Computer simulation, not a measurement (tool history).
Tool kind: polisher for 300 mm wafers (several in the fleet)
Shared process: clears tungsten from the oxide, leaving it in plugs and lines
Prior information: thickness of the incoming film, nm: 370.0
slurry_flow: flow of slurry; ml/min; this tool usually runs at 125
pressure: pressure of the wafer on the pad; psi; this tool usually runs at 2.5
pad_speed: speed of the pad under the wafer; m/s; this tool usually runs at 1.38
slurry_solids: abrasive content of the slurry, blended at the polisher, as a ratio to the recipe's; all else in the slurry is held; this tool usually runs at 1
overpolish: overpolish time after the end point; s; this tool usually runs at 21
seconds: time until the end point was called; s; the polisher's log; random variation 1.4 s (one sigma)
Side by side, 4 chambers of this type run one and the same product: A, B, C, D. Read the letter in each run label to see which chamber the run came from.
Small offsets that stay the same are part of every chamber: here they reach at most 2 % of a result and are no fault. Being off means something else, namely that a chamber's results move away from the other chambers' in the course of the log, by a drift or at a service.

run   hour  slurry_flow  pressure  pad_speed  slurry_solids  overpolish  wafers polished on this pad  hours since the slurry nozzle was cleaned  hours since the head pressure was calibrated  hours since the slurry blender was calibrated  hours since the slurry got fresh peroxide  seconds
 1A   11.1          125       2.5       1.38              1          21                          549                                      674.1                                         245.1                                          211.8                                       72.7   104.03
      12.3  -- chamber C: slurry tank refilled with fresh slurry and peroxide
      18.1  -- chamber A: slurry tank refilled with fresh slurry and peroxide
 2B   19.5          125       2.5       1.38              1          21                          368                                      251.5                                         672.9                                          191.8                                      109.3   104.24
 3C   32.6          125       2.5       1.38              1          21                          952                                      164.6                                         491.3                                          222.3                                       20.3   103.63
      32.9  -- chamber D: worn pad replaced by a new one
      33.7  -- chamber D: slurry tank refilled with fresh slurry and peroxide
      36.9  -- chamber B: slurry tank refilled with fresh slurry and peroxide
 4D   45.1          125       2.5       1.38              1          21                          112                                        582                                         132.4                                          255.1                                       11.5   104.62
      51.3  -- chamber C: worn pad replaced by a new one
 5B   57.2          125       2.5       1.38              1          21                          714                                      289.2                                         710.6                                          229.5                                       20.3    106.1
      64.5  -- chamber B: worn pad replaced by a new one
 6C   65.7          125       2.5       1.38              1          21                          132                                      197.7                                         524.4                                          255.4                                       53.4   104.13
 7A   75.7          125       2.5       1.38              1          21                         1141                                      738.7                                         309.7                                          276.4                                       57.7    107.9
      81.2  -- chamber A: slurry tank refilled with fresh slurry and peroxide
 8D   82.3          125       2.5       1.38              1          21                          452                                      619.2                                         169.6                                          292.3                                       48.7   107.03
      84.5  -- chamber B: slurry blender recalibrated
      90.6  -- chamber C: slurry nozzle cleaned
 9C   94.8          125       2.5       1.38              1          21                          398                                        4.3                                         553.5                                          284.5                                       82.5   106.43
10B  101.3          125       2.5       1.38              1          21                          337                                      333.3                                         754.7                                           16.9                                       64.4   106.61
     107.2  -- chamber A: worn pad replaced by a new one
11A  107.2          125       2.5       1.38              1          16                            0                                      770.2                                         341.2                                          307.9                                       26.1   108.29
     107.3  -- chamber C: slurry tank refilled with fresh slurry and peroxide
12D  115.2          125       2.5       1.38              1          16                          754                                      652.1                                         202.5                                          325.2                                       81.6   106.29
13A  126.5          125       2.5       1.38              1          16                          176                                      789.5                                         360.5                                          327.2                                       45.4   112.03
14B  137.1          125       2.5       1.38              1          16                          665                                      369.1                                         790.5                                           52.7                                      100.2    105.4
     143.2  -- chamber D: slurry tank refilled with fresh slurry and peroxide
15C  145.4          125       2.5       1.38              1          21                          862                                       54.9                                         604.1                                          335.1                                       38.2   104.98
     145.8  -- chamber D: worn pad replaced by a new one
     151.8  -- chamber B: worn pad replaced by a new one
16D  155.1          125       2.5       1.38              1          21                           85                                        692                                         242.4                                          365.1                                         12   105.94
     155.3  -- chamber A: slurry nozzle cleaned
     157.5  -- chamber A: slurry tank refilled with fresh slurry and peroxide
17B  163.4          125       2.5       1.38              1          21                          107                                      395.4                                         816.8                                             79                                      126.5    107.9
     172.5  -- chamber C: worn pad replaced by a new one
18C  174.1          125       2.5       1.38              1          21                           15                                       83.6                                         632.8                                          363.8                                       66.9   106.07
     175.5  -- chamber C: slurry blender recalibrated
     178.8  -- chamber B: slurry tank refilled with fresh slurry and peroxide
19D  184.7          125       2.5       1.38              1          21                          356                                      721.6                                           272                                          394.7                                       41.6   105.14
     185.1  -- chamber D: slurry blender recalibrated
20A  195.2          125       2.5       1.38              1          21                          806                                       39.9                                         429.2                                          395.9                                       37.7   114.02
21C  204.2          125       2.5       1.38              1          21                          290                                      113.7                                         662.9                                           28.8                                         97    104.1
     205.5  -- chamber C: slurry tank refilled with fresh slurry and peroxide
22D  215.3          165       2.5       1.38              1          26                          637                                      752.2                                         302.6                                           30.2                                       72.2   102.03
     219.6  -- chamber A: slurry tank refilled with fresh slurry and peroxide
23B  224.9          165       2.5       1.38              1          26                          670                                      456.9                                         878.3                                          140.5                                       46.2   99.033
     227.7  -- chamber B: worn pad replaced by a new one
24A  237.1          165       2.5       1.38              1          26                         1189                                       81.8                                         471.1                                          437.8                                       17.5   105.12
     242.2  -- chamber A: worn pad replaced by a new one
     246.9  -- chamber D: worn pad replaced by a new one
25C  250.3          165       2.5       1.38              1          26                          713                                      159.8                                           709                                           74.9                                       44.9   99.849
26D  260.2          125       2.5       1.38              1          21                          122                                      797.1                                         347.5                                           75.1                                      117.1    106.6
     268.2  -- chamber D: slurry tank refilled with fresh slurry and peroxide
27A  268.5          125       2.5       1.38              1          21                          241                                      113.2                                         502.5                                          469.2                                       48.9   114.62
     268.7  -- chamber D: head pressure recalibrated
28B  279.5          125       2.5       1.38              1          21                          474                                      511.5                                         932.9                                          195.1                                      100.8   106.32
     281.2  -- chamber A: slurry tank refilled with fresh slurry and peroxide
29A  287.2          125       2.5       1.38              1          21                          412                                      131.9                                         521.2                                          487.9                                          6   117.72
       292  -- chamber B: slurry tank refilled with fresh slurry and peroxide
30D    295          125       2.5       1.38              1          21                          440                                      831.9                                          26.4                                          109.9                                       26.9   105.29
     296.2  -- chamber C: slurry tank refilled with fresh slurry and peroxide
     299.4  -- chamber C: worn pad replaced by a new one
     302.1  -- chamber B: worn pad replaced by a new one
31B  304.4          125       2.5       1.38            1.1          21                           21                                      536.4                                         957.8                                            220                                       12.5   101.96
32C  313.3          125       2.5       1.38            1.1          21                          127                                      222.8                                           772                                          137.9                                       17.2   102.55
33B  320.7          125       2.5       1.38            1.1          21                          170                                      552.7                                         974.1                                          236.3                                       28.8   103.12
34A    329          125       2.5       1.38            1.1          21                          795                                      173.7                                           563                                          529.7                                       47.8   113.27
35C  342.5          125       2.5       1.38              1          21                          395                                        252                                         801.2                                          167.1                                       46.4    104.5
36D  355.1          125       2.5       1.38              1          21                          991                                        892                                          86.5                                            170                                         87   104.75

Each of the 4 chambers runs these same settings next. Fill in every chamber's results:
37A  364.8          125       2.5       1.38              1          21                                                                                                                                                                                                                        ?
37B  364.8          125       2.5       1.38              1          21                                                                                                                                                                                                                        ?
37C  364.8          125       2.5       1.38              1          21                                                                                                                                                                                                                        ?
37D  364.8          125       2.5       1.38              1          21                                                                                                                                                                                                                        ?

run  seconds
37A    121.6
37B   105.35
37C   107.54
37D   104.75
